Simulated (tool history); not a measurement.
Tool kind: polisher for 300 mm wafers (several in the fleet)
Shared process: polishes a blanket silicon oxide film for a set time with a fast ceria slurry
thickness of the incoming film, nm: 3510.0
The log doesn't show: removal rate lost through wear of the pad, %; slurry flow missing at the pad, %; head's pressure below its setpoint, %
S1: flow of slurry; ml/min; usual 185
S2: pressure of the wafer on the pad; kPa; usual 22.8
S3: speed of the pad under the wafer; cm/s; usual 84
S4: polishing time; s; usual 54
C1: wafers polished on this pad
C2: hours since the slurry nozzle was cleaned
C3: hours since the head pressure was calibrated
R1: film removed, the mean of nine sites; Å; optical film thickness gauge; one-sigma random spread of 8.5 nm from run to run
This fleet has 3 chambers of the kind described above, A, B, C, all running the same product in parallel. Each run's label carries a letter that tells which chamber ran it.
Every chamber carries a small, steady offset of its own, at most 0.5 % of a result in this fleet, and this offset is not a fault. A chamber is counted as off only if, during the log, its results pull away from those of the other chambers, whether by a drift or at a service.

run	hour	S1	S2	S3	S4	C1	C2	C3	R1
1A	4	185	22.8	84	54	238	325.2	201.4	7370
2C	7.5	185	22.8	84	54	681	49.7	156.8	7430
# hour 10.1: chamber C: worn pad replaced by a new one
3B	10.5	185	22.8	84	54	683	388.1	106.3	7404.4
4C	14	185	22.8	84	54	56	56.2	163.3	7496.9
5B	17.1	185	22.8	84	54	777	394.7	112.9	7273.2
6A	21.5	185	20	84	44	486	342.7	218.9	5261.2
7B	26.7	185	20	84	44	913	404.3	122.5	5197
8A	30.3	185	20	84	44	611	351.5	227.7	5308.4
9C	35.8	185	22.8	84	54	365	78	185.1	7387.2
10A	40.8	185	22.8	84	54	760	362	238.2	7428.4
11C	45	185	22.8	84	54	496	87.2	194.3	7259.8
# hour 46.3: chamber A: worn pad replaced by a new one
12B	50.6	185	22.8	84	54	1253	428.2	146.4	7286.8
13C	55.1	185	22.8	84	54	639	97.3	204.4	7388.3
14A	58.4	185	22.8	84	54	171	379.6	255.8	7596.9
# hour 61.3: chamber C: worn pad replaced by a new one
15B	63.2	185	22.8	84	54	1432	440.8	159	7253.6
16C	68.3	185	22.8	84	54	100	110.5	217.6	7316.1
17A	71.5	185	22.8	84	54	357	392.7	268.9	7379.1
18B	74.9	235	22.8	84	54	1598	452.5	170.7	7405.5
19A	80.4	235	22.8	84	54	484	401.6	277.8	7566.1
20B	84.9	235	22.8	84	54	1740	462.5	180.7	7311.9
21C	90.3	185	22.8	84	54	412	132.5	239.6	7328.3
22C	95.5	185	22.8	84	54	486	137.7	244.8	7468.9
23B	100.3	185	22.8	84	54	1958	477.9	196.1	7088.4
24A	103.6	185	22.8	84	54	813	424.8	301	7477.8
25C	108.3	185	22.8	84	54	668	150.5	257.6	7416.2
# hour 109.8: chamber A: worn pad replaced by a new one
# hour 113.2: chamber C: worn pad replaced by a new one
26B	113.9	185	22.8	84	54	2151	491.5	209.7	6997.2
27A	119.4	185	22.8	84	54	136	440.6	316.8	7618.3
28C	125	185	22.8	84	54	168	167.2	274.3	7373
# hour 128.7: chamber B: slurry nozzle cleaned
29B	129	185	22.8	84	54	2366	0.4	224.8	6850.2
30A	131.7	185	22.8	84	54	311	452.9	329.1	7492.3
31C	136.8	155	19.3	84	54	335	179	286.1	6135.2
32B	139.7	155	19.3	84	54	2518	11.1	235.5	5642.3
33A	142.7	155	19.3	84	54	467	463.9	340.1	6183.3
34C	148.6	185	22.8	84	54	503	190.8	297.9	7378.5
35A	151.8	185	22.8	84	54	596	473	349.2	7434.9
36B	157.5	185	22.8	84	54	2770	28.9	253.3	6802.2
37B	162.3	185	22.8	84	54	2838	33.7	258.1	6882.8
# hour 162.8: chamber C: worn pad replaced by a new one
38A	167.9	185	22.8	84	54	825	489.1	365.3	7288.5
39C	173.3	185	22.8	84	54	150	215.5	322.6	7326.9

Which is it: a chamber that has drifted or been left off by a service, a gauge drift common to all chambers, or only each chamber's usual small offset? If a chamber is off, name it and its likeliest cause.

One chamber, B, drifts off from the rest bit by bit.
Likeliest cause: removal rate lost through wear of the pad, % = 9.81.
It could be hard to tell apart here from: head's pressure below its setpoint, %.

Chamber B could run next with any of the 4 candidate recipes listed below; each alters the usual settings, and their results appear as question marks. Which one brings its results back in line with what the other chambers deliver on the usual settings?
To be in line, a result may differ from the other chambers' mean on the usual settings by at most: R1 300 Å
40B-1	177.6	185	22.8	86	55				?
40B-2	177.6	185	23.4	86	56				?
40B-3	177.6	185	22.8	80	51				?
40B-4	177.6	185	22.1	84	54				?

On the usual settings, the other chambers give on average: R1 7379.3 Å
run	R1
40B-1	6934.1
40B-2	7276.8
40B-3	5974.7
40B-4	6443.5
The right change is 40B-2: it brings the chamber back within the allowed miss of the others.
